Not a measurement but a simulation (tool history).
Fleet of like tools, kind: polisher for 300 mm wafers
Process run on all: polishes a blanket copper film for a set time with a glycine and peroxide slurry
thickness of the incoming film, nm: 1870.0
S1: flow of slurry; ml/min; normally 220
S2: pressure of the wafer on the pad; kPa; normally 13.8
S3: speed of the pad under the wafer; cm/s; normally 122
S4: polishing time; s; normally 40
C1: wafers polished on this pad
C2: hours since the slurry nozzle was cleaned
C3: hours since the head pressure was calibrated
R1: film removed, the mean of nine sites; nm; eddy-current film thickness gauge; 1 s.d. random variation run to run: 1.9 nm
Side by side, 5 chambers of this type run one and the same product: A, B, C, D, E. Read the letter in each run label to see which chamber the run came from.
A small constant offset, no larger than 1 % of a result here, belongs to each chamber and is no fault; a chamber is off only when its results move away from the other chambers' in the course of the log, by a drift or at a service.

{"hour": 3.8, "done": "chamber D: slurry nozzle cleaned"}
{"hour": 6.0, "done": "chamber A: slurry nozzle cleaned"}
{"run": "1D", "hour": 9.8, "S1": 220, "S2": 13.8, "S3": 122, "S4": 40, "C1": 718, "C2": 6.1, "C3": 419.7, "R1": 161.44}
{"run": "2C", "hour": 15.3, "S1": 220, "S2": 13.8, "S3": 122, "S4": 40, "C1": 730, "C2": 164.7, "C3": 910.9, "R1": 157.26}
{"hour": 15.6, "done": "chamber A: worn pad replaced by a new one"}
{"hour": 15.6, "done": "chamber C: worn pad replaced by a new one"}
{"run": "3B", "hour": 20.6, "S1": 220, "S2": 13.8, "S3": 122, "S4": 40, "C1": 723, "C2": 327.2, "C3": 401.0, "R1": 158.15}
{"run": "4A", "hour": 26.9, "S1": 220, "S2": 13.8, "S3": 122, "S4": 40, "C1": 129, "C2": 20.9, "C3": 583.3, "R1": 159.12}
{"run": "5E", "hour": 35.1, "S1": 220, "S2": 13.8, "S3": 122, "S4": 40, "C1": 710, "C2": 154.9, "C3": 949.8, "R1": 159.68}
{"hour": 36.4, "done": "chamber B: worn pad replaced by a new one"}
{"hour": 41.9, "done": "chamber D: worn pad replaced by a new one"}
{"run": "6D", "hour": 45.5, "S1": 220, "S2": 13.8, "S3": 122, "S4": 40, "C1": 40, "C2": 41.8, "C3": 455.4, "R1": 157.3}
{"run": "7A", "hour": 52.1, "S1": 220, "S2": 15.9, "S3": 108, "S4": 40, "C1": 415, "C2": 46.1, "C3": 608.5, "R1": 166.0}
{"run": "8B", "hour": 62.7, "S1": 220, "S2": 15.9, "S3": 108, "S4": 40, "C1": 299, "C2": 369.3, "C3": 443.1, "R1": 160.75}
{"run": "9C", "hour": 70.1, "S1": 220, "S2": 15.9, "S3": 108, "S4": 40, "C1": 620, "C2": 219.5, "C3": 965.7, "R1": 159.22}
{"hour": 71.3, "done": "chamber C: slurry nozzle cleaned"}
{"run": "10E", "hour": 79.0, "S1": 220, "S2": 15.9, "S3": 108, "S4": 40, "C1": 1209, "C2": 198.8, "C3": 993.7, "R1": 162.25}
{"hour": 82.7, "done": "chamber A: worn pad replaced by a new one"}
{"run": "11D", "hour": 86.8, "S1": 220, "S2": 15.9, "S3": 108, "S4": 40, "C1": 510, "C2": 83.1, "C3": 496.7, "R1": 160.09}
{"hour": 93.1, "done": "chamber E: worn pad replaced by a new one"}
{"run": "12A", "hour": 93.6, "S1": 220, "S2": 13.8, "S3": 122, "S4": 40, "C1": 124, "C2": 87.6, "C3": 650.0, "R1": 156.38}
{"hour": 95.5, "done": "chamber C: worn pad replaced by a new one"}
{"hour": 96.9, "done": "chamber A: head pressure recalibrated"}
{"hour": 99.1, "done": "chamber B: worn pad replaced by a new one"}
{"hour": 100.9, "done": "chamber E: head pressure recalibrated"}
{"run": "13B", "hour": 101.7, "S1": 220, "S2": 13.8, "S3": 122, "S4": 40, "C1": 29, "C2": 408.3, "C3": 482.1, "R1": 157.65}
{"run": "14E", "hour": 110.3, "S1": 220, "S2": 11.7, "S3": 122, "S4": 40, "C1": 195, "C2": 230.1, "C3": 9.5, "R1": 142.36}
{"run": "15C", "hour": 119.0, "S1": 220, "S2": 11.7, "S3": 122, "S4": 40, "C1": 267, "C2": 47.8, "C3": 1014.6, "R1": 139.85}
{"run": "16A", "hour": 126.9, "S1": 220, "S2": 11.7, "S3": 122, "S4": 40, "C1": 503, "C2": 120.9, "C3": 30.0, "R1": 140.95}
{"run": "17E", "hour": 134.3, "S1": 220, "S2": 11.7, "S3": 122, "S4": 40, "C1": 468, "C2": 254.1, "C3": 33.5, "R1": 140.31}
{"hour": 141.0, "done": "chamber D: worn pad replaced by a new one"}
{"run": "18D", "hour": 144.9, "S1": 220, "S2": 11.7, "S3": 122, "S4": 40, "C1": 45, "C2": 141.2, "C3": 554.8, "R1": 142.62}
{"hour": 156.3, "done": "chamber A: worn pad replaced by a new one"}
{"run": "19C", "hour": 156.8, "S1": 220, "S2": 13.8, "S3": 122, "S4": 40, "C1": 697, "C2": 85.6, "C3": 1052.4, "R1": 155.13}
{"run": "20B", "hour": 165.6, "S1": 220, "S2": 13.8, "S3": 122, "S4": 40, "C1": 756, "C2": 472.2, "C3": 546.0, "R1": 158.62}
{"hour": 170.8, "done": "chamber C: worn pad replaced by a new one"}
{"hour": 173.6, "done": "chamber B: worn pad replaced by a new one"}
{"run": "21C", "hour": 174.0, "S1": 220, "S2": 13.8, "S3": 122, "S4": 40, "C1": 37, "C2": 102.8, "C3": 1069.6, "R1": 160.74}
{"run": "22B", "hour": 181.1, "S1": 220, "S2": 13.8, "S3": 122, "S4": 40, "C1": 85, "C2": 487.7, "C3": 561.5, "R1": 156.47}
{"run": "23A", "hour": 190.6, "S1": 220, "S2": 9.7, "S3": 158, "S4": 40, "C1": 389, "C2": 184.6, "C3": 93.7, "R1": 148.25}
{"run": "24E", "hour": 196.7, "S1": 220, "S2": 9.7, "S3": 158, "S4": 40, "C1": 1177, "C2": 316.5, "C3": 95.9, "R1": 146.89}
{"hour": 202.5, "done": "chamber C: head pressure recalibrated"}
{"run": "25D", "hour": 204.2, "S1": 220, "S2": 9.7, "S3": 158, "S4": 40, "C1": 719, "C2": 200.5, "C3": 614.1, "R1": 150.86}
{"run": "26A", "hour": 210.6, "S1": 220, "S2": 9.7, "S3": 158, "S4": 40, "C1": 617, "C2": 204.6, "C3": 113.7, "R1": 146.63}
{"run": "27E", "hour": 220.8, "S1": 220, "S2": 9.7, "S3": 158, "S4": 40, "C1": 1451, "C2": 340.6, "C3": 120.0, "R1": 146.46}
{"hour": 221.3, "done": "chamber A: worn pad replaced by a new one"}
{"run": "28B", "hour": 229.0, "S1": 220, "S2": 13.8, "S3": 122, "S4": 40, "C1": 630, "C2": 535.6, "C3": 609.4, "R1": 159.09}
{"hour": 231.7, "done": "chamber D: worn pad replaced by a new one"}
{"hour": 232.3, "done": "chamber B: slurry nozzle cleaned"}
{"hour": 235.0, "done": "chamber E: worn pad replaced by a new one"}
{"run": "29D", "hour": 236.9, "S1": 220, "S2": 13.8, "S3": 122, "S4": 40, "C1": 59, "C2": 233.2, "C3": 646.8, "R1": 162.96}
{"hour": 237.8, "done": "chamber A: slurry nozzle cleaned"}
{"hour": 242.3, "done": "chamber B: worn pad replaced by a new one"}
{"run": "30C", "hour": 243.4, "S1": 220, "S2": 13.8, "S3": 122, "S4": 40, "C1": 826, "C2": 172.2, "C3": 41.0, "R1": 156.42}
{"hour": 243.8, "done": "chamber C: worn pad replaced by a new one"}
{"hour": 245.8, "done": "chamber E: slurry nozzle cleaned"}
{"hour": 246.7, "done": "chamber C: slurry nozzle cleaned"}
{"run": "31E", "hour": 255.3, "S1": 220, "S2": 13.8, "S3": 122, "S4": 40, "C1": 230, "C2": 9.5, "C3": 154.5, "R1": 159.35}
{"run": "32B", "hour": 264.7, "S1": 220, "S2": 13.8, "S3": 122, "S4": 40, "C1": 255, "C2": 32.5, "C3": 645.1, "R1": 157.04}
{"run": "33C", "hour": 273.2, "S1": 220, "S2": 13.8, "S3": 122, "S4": 40, "C1": 335, "C2": 26.5, "C3": 70.8, "R1": 158.28}
{"hour": 281.0, "done": "chamber A: worn pad replaced by a new one"}
{"run": "34D", "hour": 282.8, "S1": 220, "S2": 13.8, "S3": 122, "S4": 40, "C1": 581, "C2": 279.1, "C3": 692.7, "R1": 170.98}
{"run": "35A", "hour": 291.2, "S1": 150, "S2": 13.8, "S3": 122, "S4": 48, "C1": 115, "C2": 53.4, "C3": 194.3, "R1": 182.57}
{"run": "36B", "hour": 297.2, "S1": 150, "S2": 13.8, "S3": 122, "S4": 48, "C1": 624, "C2": 65.0, "C3": 677.6, "R1": 178.58}
{"run": "37E", "hour": 305.3, "S1": 150, "S2": 13.8, "S3": 122, "S4": 48, "C1": 799, "C2": 59.5, "C3": 204.5, "R1": 176.43}
{"hour": 313.6, "done": "chamber C: worn pad replaced by a new one"}
{"run": "38D", "hour": 314.3, "S1": 150, "S2": 13.8, "S3": 122, "S4": 48, "C1": 939, "C2": 310.6, "C3": 724.2, "R1": 191.12}
{"run": "39C", "hour": 323.0, "S1": 150, "S2": 13.8, "S3": 122, "S4": 48, "C1": 107, "C2": 76.3, "C3": 120.6, "R1": 180.47}
{"run": "40A", "hour": 333.0, "S1": 220, "S2": 13.8, "S3": 122, "S4": 40, "C1": 591, "C2": 95.2, "C3": 236.1, "R1": 160.39}
{"hour": 333.9, "done": "chamber D: worn pad replaced by a new one"}
{"run": "41D", "hour": 342.6, "S1": 180, "S2": 13.8, "S3": 106, "S4": 40, "C1": 99, "C2": 338.9, "C3": 752.5, "R1": 152.43}

Next, all 5 chambers run the settings below, one line each with question marks for the results. What does each chamber give?
{"run": "42A", "hour": 351.2, "S1": 220, "S2": 13.8, "S3": 122, "S4": 40, "R1": "?"}
{"run": "42B", "hour": 351.2, "S1": 220, "S2": 13.8, "S3": 122, "S4": 40, "R1": "?"}
{"run": "42C", "hour": 351.2, "S1": 220, "S2": 13.8, "S3": 122, "S4": 40, "R1": "?"}
{"run": "42D", "hour": 351.2, "S1": 220, "S2": 13.8, "S3": 122, "S4": 40, "R1": "?"}
{"run": "42E", "hour": 351.2, "S1": 220, "S2": 13.8, "S3": 122, "S4": 40, "R1": "?"}

run=42A R1=158.75
run=42B R1=159.84
run=42C R1=159.57
run=42D R1=172.35
run=42E R1=161.62

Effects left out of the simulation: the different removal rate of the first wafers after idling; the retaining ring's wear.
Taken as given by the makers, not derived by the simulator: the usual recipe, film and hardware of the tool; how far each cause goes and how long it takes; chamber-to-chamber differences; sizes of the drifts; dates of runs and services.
